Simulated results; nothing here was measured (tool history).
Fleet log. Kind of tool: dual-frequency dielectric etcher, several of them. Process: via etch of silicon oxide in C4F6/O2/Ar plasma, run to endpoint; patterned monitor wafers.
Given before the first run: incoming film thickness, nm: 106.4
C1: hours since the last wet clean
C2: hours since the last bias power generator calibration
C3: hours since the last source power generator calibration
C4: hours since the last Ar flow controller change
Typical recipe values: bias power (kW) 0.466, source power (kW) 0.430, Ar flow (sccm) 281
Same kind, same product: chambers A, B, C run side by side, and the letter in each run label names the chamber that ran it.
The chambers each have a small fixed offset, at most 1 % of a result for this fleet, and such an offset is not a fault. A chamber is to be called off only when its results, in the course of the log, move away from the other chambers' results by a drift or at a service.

Run 1B, day 0.279: usual settings; C1 44.7; C2 2475.6; C3 3007.8; C4 3548.4. Result: endpoint time (s) 23.629.
Run 2A, day 0.533: usual settings; C1 316.4; C2 1901.8; C3 565.6; C4 4216.9. Result: endpoint time (s) 23.438.
Run 3C, day 0.733: usual settings; C1 187.8; C2 2056.7; C3 3657.3; C4 4027.5. Result: endpoint time (s) 23.297.
Run 4B, day 1.046: usual settings; C1 63.1; C2 2494.0; C3 3026.2; C4 3566.8. Result: endpoint time (s) 23.525.
Run 5A, day 1.192: usual settings; C1 332.2; C2 1917.6; C3 581.4; C4 4232.7. Result: endpoint time (s) 23.472.
Run 6C, day 1.346: usual settings but source power (kW) 0.520, Ar flow (sccm) 316; C1 202.5; C2 2071.4; C3 3672.0; C4 4042.2. Result: endpoint time (s) 21.937.
Run 7C, day 1.521: usual settings but source power (kW) 0.520, Ar flow (sccm) 316; C1 206.7; C2 2075.6; C3 3676.2; C4 4046.4. Result: endpoint time (s) 21.975.
Run 8A, day 1.846: usual settings but source power (kW) 0.520, Ar flow (sccm) 316; C1 347.9; C2 1933.3; C3 597.1; C4 4248.4. Result: endpoint time (s) 21.584.
Run 9B, day 2.046: usual settings; C1 87.1; C2 2518.0; C3 3050.2; C4 3590.8. Result: endpoint time (s) 23.455.
Run 10C, day 2.300: usual settings; C1 225.4; C2 2094.3; C3 3694.9; C4 4065.1. Result: endpoint time (s) 23.439.
Run 11B, day 2.512: usual settings; C1 98.3; C2 2529.2; C3 3061.4; C4 3602.0. Result: endpoint time (s) 22.978.
At day 2.588: chamber B: bias power generator calibrated.
Run 12A, day 2.662: usual settings; C1 367.5; C2 1952.9; C3 616.7; C4 4268.0. Result: endpoint time (s) 23.145.
Run 13C, day 2.900: usual settings; C1 239.8; C2 2108.7; C3 3709.3; C4 4079.5. Result: endpoint time (s) 23.317.
Run 14A, day 3.117: usual settings but source power (kW) 0.380, Ar flow (sccm) 245; C1 378.4; C2 1963.8; C3 627.6; C4 4278.9. Result: endpoint time (s) 23.897.
Run 15B, day 3.429: usual settings but source power (kW) 0.380, Ar flow (sccm) 245; C1 120.3; C2 20.3; C3 3083.4; C4 3624.0. Result: endpoint time (s) 23.921.
Run 16C, day 3.708: usual settings but source power (kW) 0.380, Ar flow (sccm) 245; C1 259.2; C2 2128.1; C3 3728.7; C4 4098.9. Result: endpoint time (s) 23.907.
Run 17B, day 3.904: usual settings; C1 131.7; C2 31.7; C3 3094.8; C4 3635.4. Result: endpoint time (s) 23.177.
Run 18A, day 4.058: usual settings; C1 401.0; C2 1986.4; C3 650.2; C4 4301.5. Result: endpoint time (s) 23.366.
Run 19C, day 4.229: usual settings but bias power (kW) 0.557, source power (kW) 0.330; C1 271.7; C2 2140.6; C3 3741.2; C4 4111.4. Result: endpoint time (s) 24.046.
Run 20B, day 4.429: usual settings but bias power (kW) 0.557, source power (kW) 0.330; C1 144.3; C2 44.3; C3 3107.4; C4 3648.0. Result: endpoint time (s) 24.213.
Run 21A, day 4.633: usual settings but bias power (kW) 0.557, source power (kW) 0.330; C1 414.8; C2 2000.2; C3 664.0; C4 4315.3. Result: endpoint time (s) 23.848.
Run 22C, day 4.950: usual settings; C1 289.0; C2 2157.9; C3 3758.5; C4 4128.7. Result: endpoint time (s) 22.815.
Run 23B, day 5.175: usual settings; C1 162.2; C2 62.2; C3 3125.3; C4 3665.9. Result: endpoint time (s) 23.493.
At day 5.504: chamber A: wet clean of the chamber.
Run 24A, day 5.508: usual settings but source power (kW) 0.480; C1 0.1; C2 2021.2; C3 685.0; C4 4336.3. Result: endpoint time (s) 22.179.
Run 25A, day 5.662: usual settings but source power (kW) 0.480; C1 3.8; C2 2024.9; C3 688.7; C4 4340.0. Result: endpoint time (s) 22.589.
Run 26B, day 5.829: usual settings but source power (kW) 0.480; C1 177.9; C2 77.9; C3 3141.0; C4 3681.6. Result: endpoint time (s) 22.357.
Run 27C, day 5.988: usual settings; C1 313.9; C2 2182.8; C3 3783.4; C4 4153.6. Result: endpoint time (s) 23.386.
Run 28C, day 6.288: usual settings but bias power (kW) 0.387; C1 321.1; C2 2190.0; C3 3790.6; C4 4160.8. Result: endpoint time (s) 25.296.
Run 29A, day 6.467: usual settings but bias power (kW) 0.387; C1 23.1; C2 2044.2; C3 708.0; C4 4359.3. Result: endpoint time (s) 24.273.
Run 30B, day 6.762: usual settings but bias power (kW) 0.387; C1 200.3; C2 100.3; C3 3163.4; C4 3704.0. Result: endpoint time (s) 25.204.
Run 31C, day 6.971: usual settings; C1 337.5; C2 2206.4; C3 3807.0; C4 4177.2. Result: endpoint time (s) 23.373.
Run 32B, day 7.271: usual settings; C1 212.5; C2 112.5; C3 3175.6; C4 3716.2. Result: endpoint time (s) 23.577.
Run 33A, day 7.600: usual settings; C1 50.3; C2 2071.4; C3 735.2; C4 4386.5. Result: endpoint time (s) 23.320.
Run 34C, day 7.821: usual settings; C1 357.9; C2 2226.8; C3 3827.4; C4 4197.6. Result: endpoint time (s) 23.189.
Run 35A, day 8.117: usual settings; C1 62.7; C2 2083.8; C3 747.6; C4 4398.9. Result: endpoint time (s) 23.101.
At day 8.200: chamber C: Ar flow controller replaced.
Run 36B, day 8.388: usual settings; C1 239.3; C2 139.3; C3 3202.4; C4 3743.0. Result: endpoint time (s) 23.370.
Run 37C, day 8.667: usual settings but source power (kW) 0.510, Ar flow (sccm) 341; C1 378.2; C2 2247.1; C3 3847.7; C4 11.3. Result: endpoint time (s) 22.384.
Run 38B, day 8.879: usual settings but source power (kW) 0.510, Ar flow (sccm) 341; C1 251.1; C2 151.1; C3 3214.2; C4 3754.8. Result: endpoint time (s) 22.533.
Run 39A, day 9.208: usual settings but source power (kW) 0.510, Ar flow (sccm) 341; C1 88.9; C2 2110.0; C3 773.8; C4 4425.1. Result: endpoint time (s) 21.744.
Run 40A, day 9.446: usual settings; C1 94.6; C2 2115.7; C3 779.5; C4 4430.8. Result: endpoint time (s) 23.183.
Run 41B, day 9.688: usual settings; C1 270.5; C2 170.5; C3 3233.6; C4 3774.2. Result: endpoint time (s) 23.690.
Run 42C, day 9.958: usual settings; C1 409.2; C2 2278.1; C3 3878.7; C4 42.3. Result: endpoint time (s) 23.051.

One chamber off, gauge drift, or nothing amiss beyond the chambers' own small offsets? If it is a chamber, which one, and what is the likeliest cause?

The fleet is healthy, with each chamber sitting at its usual small offset and no drift in the gauge.
